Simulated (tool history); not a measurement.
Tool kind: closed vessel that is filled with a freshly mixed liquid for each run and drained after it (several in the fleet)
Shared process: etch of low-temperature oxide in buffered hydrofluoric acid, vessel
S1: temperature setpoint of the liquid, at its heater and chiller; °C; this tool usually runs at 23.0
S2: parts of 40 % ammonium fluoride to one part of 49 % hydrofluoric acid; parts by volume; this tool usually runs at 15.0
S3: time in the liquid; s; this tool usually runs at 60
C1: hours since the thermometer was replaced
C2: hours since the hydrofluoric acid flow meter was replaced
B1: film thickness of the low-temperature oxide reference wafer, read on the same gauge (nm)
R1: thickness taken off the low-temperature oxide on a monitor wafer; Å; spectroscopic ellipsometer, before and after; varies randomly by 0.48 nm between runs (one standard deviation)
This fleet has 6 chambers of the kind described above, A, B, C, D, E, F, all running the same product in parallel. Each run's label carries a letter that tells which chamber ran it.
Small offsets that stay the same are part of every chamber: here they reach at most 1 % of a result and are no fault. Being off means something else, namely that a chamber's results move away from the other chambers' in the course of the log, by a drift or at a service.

run   hour    S1    S2  S3      C1      C2      B1       R1
 1B   10.9  23.0  15.0  60  2060.5  1513.1  60.065   937.66
 2F   17.8  23.0  15.0  60   337.9   388.2  59.978   953.52
 3A   24.6  23.0  15.0  60  1435.2   184.7  60.019   955.13
      34.3  -- chamber B: hydrofluoric acid flow meter replaced
 4E   38.4  23.0  15.0  60   396.6  1296.3  60.017   950.80
 5D   45.7  23.0  15.0  60   806.7   521.7  60.044   940.06
 6C   57.9  26.5  11.0  60  2045.3    65.2  59.982  1557.10
 7A   66.8  26.5  11.0  60  1477.4   226.9  59.985  1547.70
 8B   76.5  26.5  11.0  60  2126.1    42.2  60.054  1535.80
 9F   88.8  26.5  11.0  60   408.9   459.2  60.011  1550.20
10C  103.3  26.5  11.0  60  2090.7   110.6  59.980  1569.40
11D  113.0  26.5  11.0  60   874.0   589.0  59.955  1558.90
12E  122.7  23.0  15.0  60   480.9  1380.6  60.030   935.25
13F  129.8  23.0  15.0  60   449.9   500.2  59.999   949.02
14D  141.1  23.0  13.0  60   902.1   617.1  59.961  1091.40
15E  149.0  23.0  13.0  60   507.2  1406.9  59.954  1086.10
16B  162.8  23.0  13.0  60  2212.4   128.5  59.958  1087.40
17C  173.4  23.0  13.0  60  2160.8   180.7  59.981  1096.10
18A  181.3  23.0  13.0  60  1591.9   341.4  60.040  1086.20
19B  194.3  23.0  13.0  60  2243.9   160.0  59.971  1098.50
20C  208.9  23.0  15.0  60  2196.3   216.2  60.013   955.79
21D  218.9  23.0  15.0  60   979.9   694.9  60.015   945.16
22E  226.4  23.0  15.0  60   584.6  1484.3  60.022   942.71
23F  234.6  23.0  15.0  60   554.7   605.0  60.038   954.32
24A  244.8  23.0  15.0  60  1655.4   404.9  59.991   928.63
25D  255.6  23.0  15.0  60  1016.6   731.6  60.028   944.99
26C  270.8  23.0  15.0  60  2258.2   278.1  59.977   959.86
27B  280.3  23.0  20.5  60  2329.9   246.0  60.008   696.90
28F  287.8  23.0  20.5  60   607.9   658.2  59.972   700.36
29E  301.4  23.0  20.5  60   659.6  1559.3  59.989   709.34
30A  315.5  23.0  20.5  60  1726.1   475.6  60.000   683.91
31F  322.7  23.0  20.5  60   642.8   693.1  60.028   701.23
     329.3  -- chamber B: thermometer replaced
32C  335.3  23.0  20.5  60  2322.7   342.6  60.019   711.32
33E  342.0  23.0  15.0  60   700.2  1599.9  60.020   950.54
34D  349.3  23.0  15.0  60  1110.3   825.3  60.014   943.11
35A  358.7  23.0  15.0  60  1769.3   518.8  59.992   906.39
36B  365.9  23.0  15.0  60    36.6   331.6  60.013   946.57
     376.8  -- chamber E: thermometer replaced
37B  379.4  23.0  15.0  60    50.1   345.1  59.966   944.49
38F  392.2  23.0  15.0  60   712.3   762.6  60.019   943.07
39A  400.6  23.0  15.0  60  1811.2   560.7  60.026   895.48
40E  415.4  27.0  11.5  60    38.6  1673.3  59.945  1517.80
41D  422.1  27.0  11.5  60  1183.1   898.1  60.051  1520.50

The same settings go to every chamber for the next run, one line per chamber below. Forecast the results for each:
42A  433.0  23.0  15.0  60               ?
42B  433.0  23.0  15.0  60               ?
42C  433.0  23.0  15.0  60               ?
42D  433.0  23.0  15.0  60               ?
42E  433.0  23.0  15.0  60               ?
42F  433.0  23.0  15.0  60               ?

run      R1
42A  881.75
42B  952.37
42C  952.16
42D  950.39
42E  944.08
42F  953.85

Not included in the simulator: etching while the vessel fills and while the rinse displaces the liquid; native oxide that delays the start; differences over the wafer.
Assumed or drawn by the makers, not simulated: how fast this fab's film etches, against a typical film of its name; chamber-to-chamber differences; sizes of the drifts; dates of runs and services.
